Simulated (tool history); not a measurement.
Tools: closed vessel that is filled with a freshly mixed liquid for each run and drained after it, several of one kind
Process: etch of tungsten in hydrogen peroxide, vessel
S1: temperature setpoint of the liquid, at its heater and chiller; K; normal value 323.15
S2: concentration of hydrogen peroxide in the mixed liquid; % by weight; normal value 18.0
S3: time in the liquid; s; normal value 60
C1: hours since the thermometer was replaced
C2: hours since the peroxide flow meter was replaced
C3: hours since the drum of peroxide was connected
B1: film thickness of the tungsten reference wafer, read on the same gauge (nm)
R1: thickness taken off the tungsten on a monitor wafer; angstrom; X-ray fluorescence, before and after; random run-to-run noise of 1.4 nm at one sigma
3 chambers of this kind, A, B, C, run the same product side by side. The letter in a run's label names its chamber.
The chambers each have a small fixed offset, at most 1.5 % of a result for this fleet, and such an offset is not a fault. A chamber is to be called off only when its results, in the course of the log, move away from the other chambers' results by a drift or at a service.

run	day	S1	S2	S3	C1	C2	C3	B1	R1
1A	0.467	323.15	18.0	60	1780.0	31.5	631.7	39.995	1572.10
2C	0.967	323.15	18.0	60	298.1	971.5	153.6	40.005	1623.40
3B	1.438	323.15	18.0	60	387.7	1732.9	880.3	40.067	1614.30
4C	1.917	323.15	18.0	60	320.9	994.3	176.4	40.007	1599.50
5A	2.346	323.15	18.0	60	1825.1	76.6	676.8	39.980	1602.50
6B	2.712	323.15	18.0	60	418.3	1763.5	910.9	40.021	1589.30
7B	3.000	323.15	18.0	60	425.2	1770.4	917.8	39.968	1565.40
# day 3.071: chamber A: new drum of peroxide connected
8C	3.500	323.15	18.0	60	358.9	1032.3	214.4	40.001	1646.20
9A	3.767	323.15	18.0	60	1859.2	110.7	16.7	40.017	1590.30
10C	4.221	332.15	23.5	60	376.2	1049.6	231.7	40.049	3200.70
11A	4.438	332.15	23.5	60	1875.3	126.8	32.8	39.988	3067.20
12B	4.883	332.15	23.5	60	470.4	1815.6	963.0	40.019	3116.00
13C	5.192	323.15	18.0	60	399.5	1072.9	255.0	39.981	1666.90
14A	5.479	323.15	18.0	60	1900.3	151.8	57.8	40.002	1577.90
15B	5.946	323.15	23.0	60	495.9	1841.1	988.5	40.004	1825.90
16B	6.342	323.15	23.0	60	505.4	1850.6	998.0	40.047	1837.30
17A	6.721	323.15	23.0	60	1930.1	181.6	87.6	39.942	1757.20
18C	7.079	323.15	20.5	80	444.8	1118.2	300.3	40.029	2462.50
19C	7.425	323.15	20.5	80	453.1	1126.5	308.6	39.988	2432.10
20B	7.858	323.15	20.5	80	541.8	1887.0	1034.4	39.943	2305.30
21A	8.167	323.15	18.0	60	1964.8	216.3	122.3	39.987	1580.80
22B	8.454	323.15	18.0	60	556.1	1901.3	1048.7	40.034	1597.80
23A	8.679	330.65	18.0	70	1977.1	228.6	134.6	40.010	2856.30
24C	9.096	330.65	18.0	70	493.2	1166.6	348.7	40.009	3185.10
25B	9.588	330.65	18.0	70	583.3	1928.5	1075.9	39.985	2962.40
26A	10.062	323.15	18.0	30	2010.3	261.8	167.8	40.023	800.01
27C	10.329	323.15	18.0	30	522.8	1196.2	378.3	40.009	886.93
28A	10.808	323.15	18.0	30	2028.2	279.7	185.7	40.001	788.93

For the next run the whole fleet of 3 chambers uses the same settings. Give each chamber's results:
29A	11.171	323.15	20.0	60					?
29B	11.171	323.15	20.0	60					?
29C	11.171	323.15	20.0	60					?

run	R1
29A	1675.10
29B	1691.60
29C	1912.90
